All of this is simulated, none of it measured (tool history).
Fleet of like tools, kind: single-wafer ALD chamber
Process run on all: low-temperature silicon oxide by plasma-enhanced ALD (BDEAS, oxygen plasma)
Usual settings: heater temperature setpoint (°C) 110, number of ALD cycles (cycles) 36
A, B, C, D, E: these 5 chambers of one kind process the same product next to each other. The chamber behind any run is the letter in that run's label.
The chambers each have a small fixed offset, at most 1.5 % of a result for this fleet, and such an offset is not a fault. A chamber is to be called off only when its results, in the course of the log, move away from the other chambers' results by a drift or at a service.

| run | hour | heater temperature setpoint (°C) | number of ALD cycles (cycles) | read-back reference wafer on the same gauge, thickness_nm | mean film thickness on the monitor wafer (nm) |
|---|---|---|---|---|---|
| 1C | 10.3 | 110 | 36 | 4.1394 | 5.0360 |
| 2A | 19.9 | 110 | 36 | 4.1390 | 5.0345 |
| 3B | 26.5 | 110 | 36 | 4.1374 | 5.0453 |
| 4D | 32.2 | 110 | 36 | 4.1384 | 4.9878 |
| 5E | 38.8 | 110 | 36 | 4.1377 | 5.0301 |
| 6A | 49.1 | 110 | 36 | 4.1370 | 5.0361 |
|  | 55.2 | chamber A: thermocouple changed; heater temperature recalibrated |
| 7D | 56.4 | 110 | 36 | 4.1374 | 4.9805 |
| 8C | 63.7 | 110 | 36 | 4.1351 | 5.0257 |
| 9E | 70.9 | 110 | 36 | 4.1362 | 5.0270 |
| 10B | 80.5 | 110 | 36 | 4.1344 | 5.0567 |
| 11B | 85.7 | 110 | 36 | 4.1348 | 5.0457 |
| 12C | 93.8 | 110 | 36 | 4.1312 | 5.0332 |
| 13A | 99.8 | 110 | 36 | 4.1332 | 5.0271 |
| 14E | 108.3 | 99 | 36 | 4.1316 | 5.1312 |
| 15D | 114.5 | 99 | 36 | 4.1320 | 5.0886 |
| 16B | 124.1 | 99 | 36 | 4.1312 | 5.1484 |
| 17A | 131.8 | 99 | 36 | 4.1302 | 5.1282 |
| 18D | 141.8 | 99 | 36 | 4.1317 | 5.0853 |
| 19E | 150.9 | 110 | 36 | 4.1299 | 5.0333 |
| 20C | 159.5 | 110 | 36 | 4.1294 | 5.0302 |
| 21D | 166.3 | 110 | 36 | 4.1287 | 4.9747 |
| 22E | 176.5 | 110 | 36 | 4.1271 | 5.0226 |
| 23C | 187.1 | 110 | 36 | 4.1264 | 5.0210 |
| 24A | 194.7 | 110 | 36 | 4.1269 | 5.0324 |
| 25B | 205.1 | 110 | 31 | 4.1268 | 4.3282 |
| 26A | 211.1 | 110 | 31 | 4.1254 | 4.3265 |
| 27E | 219.1 | 110 | 31 | 4.1242 | 4.3126 |
| 28D | 229.0 | 110 | 31 | 4.1231 | 4.2886 |
| 29B | 233.8 | 110 | 31 | 4.1243 | 4.3306 |
| 30C | 239.8 | 110 | 36 | 4.1244 | 5.0062 |
| 31D | 245.4 | 110 | 36 | 4.1228 | 4.9548 |
| 32A | 256.0 | 110 | 36 | 4.1218 | 5.0271 |
| 33C | 262.7 | 110 | 36 | 4.1230 | 5.0118 |
| 34B | 267.7 | 103 | 32 | 4.1217 | 4.5216 |
| 35E | 277.6 | 103 | 32 | 4.1214 | 4.5099 |
| 36C | 285.3 | 103 | 32 | 4.1204 | 4.5168 |
| 37B | 291.7 | 103 | 32 | 4.1187 | 4.5227 |
| 38E | 299.3 | 103 | 32 | 4.1188 | 4.5035 |
| 39A | 308.8 | 103 | 30 | 4.1189 | 4.2387 |
| 40D | 314.7 | 103 | 30 | 4.1182 | 4.2053 |

Is one chamber out of step, is the gauge drifting, or do the chambers differ by no more than their own small offsets? For an off chamber, give its letter and the likeliest cause.

No chamber is off; the gauge reading every chamber's wafers drifts, which makes the whole fleet appear to move together.
What lies behind it: gauge reads low (%) = 0.534.

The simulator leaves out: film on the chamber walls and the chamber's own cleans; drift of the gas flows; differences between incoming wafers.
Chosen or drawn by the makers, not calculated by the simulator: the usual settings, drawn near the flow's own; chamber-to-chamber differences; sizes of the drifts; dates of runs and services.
